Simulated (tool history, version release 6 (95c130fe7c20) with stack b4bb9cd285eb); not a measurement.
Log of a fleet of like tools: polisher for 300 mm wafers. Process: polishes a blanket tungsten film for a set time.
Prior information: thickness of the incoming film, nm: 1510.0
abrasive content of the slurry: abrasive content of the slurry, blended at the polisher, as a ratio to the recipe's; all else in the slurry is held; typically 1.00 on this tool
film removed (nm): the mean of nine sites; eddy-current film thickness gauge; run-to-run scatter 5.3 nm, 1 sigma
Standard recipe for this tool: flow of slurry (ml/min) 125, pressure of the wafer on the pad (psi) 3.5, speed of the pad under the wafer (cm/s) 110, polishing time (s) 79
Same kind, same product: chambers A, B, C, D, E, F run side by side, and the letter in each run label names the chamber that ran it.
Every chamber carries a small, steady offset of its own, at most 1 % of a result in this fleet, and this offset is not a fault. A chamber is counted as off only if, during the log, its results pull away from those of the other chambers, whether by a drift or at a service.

run,hour,flow of slurry (ml/min),pressure of the wafer on the pad (psi),speed of the pad under the wafer (cm/s),abrasive content of the slurry,polishing time (s),wafers polished on this pad,hours since the slurry nozzle was cleaned,hours since the head pressure was calibrated,hours since the slurry blender was calibrated,hours since the slurry got fresh peroxide,film removed (nm)
# hour 9.0: chamber B: slurry tank refilled with fresh slurry and peroxide
1F,12.0,125,3.5,110,1.00,79,575,284.0,90.0,74.3,43.3,346.31
# hour 13.7: chamber D: worn pad replaced by a new one
# hour 15.0: chamber C: slurry nozzle cleaned
# hour 15.1: chamber B: worn pad replaced by a new one
# hour 15.7: chamber A: slurry blender recalibrated
# hour 20.9: chamber A: worn pad replaced by a new one
2E,22.4,125,3.5,110,1.00,79,535,268.6,434.9,104.2,84.7,348.04
3D,29.7,125,3.5,110,1.00,79,199,212.0,1328.1,45.1,37.4,357.19
4C,36.8,125,3.5,110,1.00,79,919,21.9,534.9,277.1,58.1,341.73
# hour 44.2: chamber F: slurry nozzle cleaned
# hour 47.0: chamber F: slurry blender recalibrated
5B,49.2,125,4.3,110,1.20,79,423,862.9,679.7,250.6,40.3,453.29
# hour 52.6: chamber F: slurry tank refilled with fresh slurry and peroxide
# hour 54.2: chamber F: worn pad replaced by a new one
# hour 57.2: chamber D: slurry nozzle cleaned
6A,58.9,125,4.3,110,1.20,79,472,249.7,902.5,43.3,117.3,444.67
# hour 63.9: chamber C: worn pad replaced by a new one
7A,66.5,125,4.3,110,1.20,79,566,257.3,910.1,50.9,124.9,450.65
# hour 67.6: chamber E: slurry blender recalibrated
8F,74.7,125,4.3,110,1.20,79,254,30.6,152.7,27.7,22.1,452.34
# hour 78.0: chamber E: worn pad replaced by a new one
# hour 81.6: chamber D: slurry blender recalibrated
9D,82.6,125,4.3,110,1.20,79,855,25.4,1381.0,1.1,90.3,457.09
# hour 86.4: chamber D: worn pad replaced by a new one
# hour 92.1: chamber B: worn pad replaced by a new one
# hour 93.5: chamber E: slurry nozzle cleaned
10C,93.6,125,4.3,110,1.20,79,369,78.7,591.7,333.9,114.9,448.52
# hour 93.7: chamber B: slurry nozzle cleaned
# hour 96.1: chamber B: slurry tank refilled with fresh slurry and peroxide
11E,105.5,125,3.5,110,1.00,79,342,12.1,518.0,38.0,167.8,347.71
12B,111.3,125,3.5,110,1.00,79,238,17.6,741.8,312.7,15.2,351.77
13A,117.0,125,3.5,110,1.00,79,1193,307.8,960.6,101.4,175.4,351.16
# hour 118.9: chamber C: slurry tank refilled with fresh slurry and peroxide
# hour 120.8: chamber A: slurry tank refilled with fresh slurry and peroxide
# hour 121.8: chamber D: slurry tank refilled with fresh slurry and peroxide
# hour 126.8: chamber E: slurry tank refilled with fresh slurry and peroxide
14F,129.1,125,3.5,110,1.00,79,929,85.0,207.1,82.1,76.5,344.31
# hour 137.4: chamber F: slurry tank refilled with fresh slurry and peroxide
# hour 137.6: chamber A: worn pad replaced by a new one
15D,140.5,125,3.5,110,1.00,79,672,83.3,1438.9,59.0,18.8,352.92
# hour 146.7: chamber F: worn pad replaced by a new one
16B,148.0,125,3.5,110,1.00,79,694,54.3,778.5,349.4,51.9,355.87
# hour 153.4: chamber D: worn pad replaced by a new one
17C,155.5,125,3.5,110,1.00,79,1137,140.6,653.6,395.8,36.6,354.94
# hour 156.3: chamber F: slurry blender recalibrated
# hour 157.6: chamber C: slurry blender recalibrated
# hour 158.9: chamber C: worn pad replaced by a new one
# hour 161.5: chamber A: slurry nozzle cleaned
# hour 167.3: chamber B: worn pad replaced by a new one
18E,168.3,125,3.5,110,1.00,79,1121,74.9,580.8,100.8,41.6,354.84
19A,175.8,125,3.5,110,1.00,79,474,14.4,1019.4,160.2,55.0,346.68
# hour 178.9: chamber E: worn pad replaced by a new one
20E,186.2,125,3.5,82,1.00,79,91,92.8,598.7,118.7,59.5,257.65
# hour 186.7: chamber E: head pressure recalibrated
# hour 188.0: chamber B: slurry tank refilled with fresh slurry and peroxide
# hour 192.6: chamber D: slurry blender recalibrated
21D,192.9,125,3.5,82,1.00,79,490,135.7,1491.3,0.3,71.2,270.12
# hour 197.9: chamber B: slurry blender recalibrated
22F,205.1,125,3.5,82,1.00,79,725,161.0,283.1,48.8,67.7,258.38
23B,213.1,125,3.5,82,1.00,79,569,119.4,843.6,15.2,25.2,273.62
# hour 213.4: chamber F: slurry tank refilled with fresh slurry and peroxide
24C,218.9,125,3.5,82,1.00,79,744,204.0,717.0,61.3,100.0,266.47
# hour 220.5: chamber D: worn pad replaced by a new one
# hour 226.1: chamber E: slurry blender recalibrated
# hour 228.9: chamber F: worn pad replaced by a new one
25D,229.2,125,3.5,82,1.00,79,108,172.0,1527.6,36.6,107.5,258.10
# hour 238.1: chamber A: worn pad replaced by a new one
26C,240.3,125,3.5,110,1.00,79,1010,225.4,738.4,82.7,121.4,352.71
# hour 247.2: chamber B: worn pad replaced by a new one
27A,248.3,125,3.5,110,1.00,79,127,86.9,1091.9,232.7,127.5,355.23
# hour 256.0: chamber D: slurry nozzle cleaned
# hour 258.2: chamber C: slurry tank refilled with fresh slurry and peroxide
28B,258.7,125,3.5,110,1.00,79,143,165.0,889.2,60.8,70.8,354.44
# hour 261.6: chamber A: slurry blender recalibrated
# hour 262.9: chamber D: slurry tank refilled with fresh slurry and peroxide
# hour 267.2: chamber C: worn pad replaced by a new one
29E,269.2,125,3.5,110,1.00,79,1121,175.8,82.5,43.2,142.5,300.68
# hour 271.9: chamber B: slurry tank refilled with fresh slurry and peroxide
# hour 277.8: chamber D: head pressure recalibrated
30F,281.4,125,3.5,110,1.00,79,652,237.3,359.4,125.1,68.0,338.17
# hour 281.8: chamber F: slurry blender recalibrated
# hour 284.3: chamber E: worn pad replaced by a new one
# hour 291.1: chamber F: slurry tank refilled with fresh slurry and peroxide
31D,293.2,125,3.5,110,1.00,79,902,37.3,15.4,100.6,30.4,357.69
# hour 294.8: chamber D: slurry blender recalibrated
# hour 298.0: chamber D: worn pad replaced by a new one
# hour 299.0: chamber E: slurry tank refilled with fresh slurry and peroxide
# hour 302.1: chamber C: slurry nozzle cleaned
32E,305.2,125,3.5,110,1.00,79,259,211.8,118.5,79.2,6.2,317.96
33F,315.1,125,3.5,110,1.00,79,1070,271.0,393.1,33.4,24.0,345.12
# hour 316.9: chamber B: worn pad replaced by a new one
# hour 318.6: chamber A: slurry tank refilled with fresh slurry and peroxide
34C,325.1,125,3.5,110,1.00,79,719,23.1,823.2,167.5,67.0,350.68
# hour 328.6: chamber F: worn pad replaced by a new one
35A,332.9,125,3.5,110,1.00,79,1177,171.5,1176.5,71.4,14.4,355.25
36B,338.6,125,3.5,110,1.00,79,269,244.9,969.1,140.7,66.7,353.39
37D,347.2,125,3.5,110,1.00,79,610,91.3,69.4,52.4,84.4,353.67
# hour 349.3: chamber B: slurry tank refilled with fresh slurry and peroxide
# hour 349.4: chamber F: slurry nozzle cleaned
38B,356.9,125,3.5,110,1.25,97,496,263.2,987.4,159.0,7.6,455.94
# hour 360.6: chamber F: slurry tank refilled with fresh slurry and peroxide
39F,368.3,125,3.5,110,1.25,97,493,19.0,446.3,86.6,7.7,450.35

Is one chamber off against the others, does the gauge drift, or is nothing wrong? If a chamber is off, say which, and what the likeliest cause is.

Chamber E has stood off from the others ever since a service on it.
What lies behind it: head's pressure below its setpoint, % = 11.1.

Which of the 4 candidates below, each the usual settings with something changed and its results left as question marks, puts chamber E back in line with what the other chambers give on the usual settings?
To be in line, a result may differ from the other chambers' mean on the usual settings by at most: film removed (nm) 18.00
40E-1,377.6,125,3.2,102,1.00,73,,,,,,?
40E-2,377.6,125,3.7,114,1.00,83,,,,,,?
40E-3,377.6,125,3.3,104,1.00,79,,,,,,?
40E-4,377.6,130,3.5,110,1.00,100,,,,,,?

On the usual settings, the other chambers give on average: film removed (nm) 352.79
run,film removed (nm)
40E-1,243.62
40E-2,359.36
40E-3,277.44
40E-4,397.73
Change 40E-2 lands the chamber within the allowed miss of the other chambers.
